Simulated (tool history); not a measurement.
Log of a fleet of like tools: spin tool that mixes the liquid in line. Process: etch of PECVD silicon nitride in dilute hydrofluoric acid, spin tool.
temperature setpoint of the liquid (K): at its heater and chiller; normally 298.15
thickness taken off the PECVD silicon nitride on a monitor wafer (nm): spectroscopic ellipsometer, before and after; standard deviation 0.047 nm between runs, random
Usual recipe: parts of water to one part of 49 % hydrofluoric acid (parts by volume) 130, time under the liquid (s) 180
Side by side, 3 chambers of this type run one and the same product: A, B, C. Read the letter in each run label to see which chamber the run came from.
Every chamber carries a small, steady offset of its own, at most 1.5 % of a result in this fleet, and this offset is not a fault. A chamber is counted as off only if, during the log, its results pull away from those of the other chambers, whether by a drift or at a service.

run	hour	temperature setpoint of the liquid (K)	parts of water to one part of 49 % hydrofluoric acid (parts by volume)	time under the liquid (s)	hours since the thermometer was replaced	hours since the hydrofluoric acid flow meter was replaced	read-back film thickness of the PECVD silicon nitride reference wafer, read on the same gauge (nm)	thickness taken off the PECVD silicon nitride on a monitor wafer (nm)
1C	14.7	298.15	130	180	647.3	46.2	50.002	4.7836
2A	25.1	298.15	130	180	2221.3	158.8	49.957	4.7431
3B	38.8	298.15	130	180	2435.5	592.4	50.023	4.666
# hour 48.2: chamber C: thermometer replaced
4B	53.2	298.15	130	180	2449.9	606.8	50.009	4.7174
5C	60.3	298.15	130	180	12.2	91.8	49.986	4.7826
6A	71.5	298.15	130	180	2267.7	205.2	50.004	4.6733
7C	81.7	298.15	130	180	33.6	113.2	50.007	4.7413
8A	93.3	298.15	130	115	2289.5	227	49.976	3.0485
9B	101.1	298.15	130	115	2497.8	654.7	50.008	3.0188
10B	111.6	298.15	130	115	2508.3	665.2	50.029	2.9961
11C	127.4	298.15	130	180	79.3	158.9	50.05	4.7235
12A	141.4	298.15	130	180	2337.6	275.1	50.007	4.7091
13B	155.8	298.15	130	180	2552.5	709.4	50.027	4.7777
14C	169.2	298.15	130	180	121.1	200.7	49.975	4.7606
15A	184.7	298.15	130	180	2380.9	318.4	50.02	4.6485
16A	193.9	298.15	130	180	2390.1	327.6	50.012	4.6751
17B	208	298.15	130	180	2604.7	761.6	50.006	4.8472
18C	218.9	302.65	130	95	170.8	250.4	49.971	3.3467
19C	233.3	302.65	130	95	185.2	264.8	50.038	3.287
20A	247.4	302.65	130	95	2443.6	381.1	50.026	3.3569
21B	261.8	298.15	130	180	2658.5	815.4	50.009	4.8898
22A	276.5	298.15	130	180	2472.7	410.2	50.064	4.66
23B	291	298.15	130	180	2687.7	844.6	50.009	5.0325
24C	298.4	298.15	130	180	250.3	329.9	50.026	4.7397
25A	308.1	298.15	75	125	2504.3	441.8	49.979	5.6625
26C	321	298.15	75	125	272.9	352.5	49.956	5.6199
27B	328.7	298.15	75	125	2725.4	882.3	50.007	6.0241
28A	343.7	298.15	130	180	2539.9	477.4	49.997	4.6715
29B	357.3	298.15	130	180	2754	910.9	49.995	5.0584
30C	364.9	298.15	130	180	316.8	396.4	50.012	4.7264
31B	379.9	298.15	130	180	2776.6	933.5	49.949	5.0755
32A	387.7	298.15	130	180	2583.9	521.4	50.015	4.7302

Which is it: a chamber that has drifted or been left off by a service, a gauge drift common to all chambers, or only each chamber's usual small offset? If a chamber is off, name it and its likeliest cause.

It is chamber B that slowly wanders off from its peers.
What lies behind it: hydrofluoric acid flow above the setpoint (%) = 9.7.
Not necessarily distinguishable in this log from: liquid hotter than its thermometer reads (K).

Below are 4 candidate recipes for chamber B's next run, each the usual settings with a change, their results shown as question marks. Which of them brings B's results back in line with what the other chambers give on the usual settings?
A result is in line if it is within this distance of the other chambers' mean on the usual settings: thickness taken off the PECVD silicon nitride on a monitor wafer (nm) 0.16
33B-1	399.3	298.15	130	185				?
33B-2	399.3	298.15	140	180				?
33B-3	399.3	299.65	130	180				?
33B-4	399.3	298.15	130	175				?

Other chambers, usual settings, mean: thickness taken off the PECVD silicon nitride on a monitor wafer (nm) 4.7306
run	thickness taken off the PECVD silicon nitride on a monitor wafer (nm)
33B-1	5.2835
33B-2	4.7816
33B-3	5.67
33B-4	4.9979
The answer is 33B-2, which returns the chamber to within the allowed miss of the others.
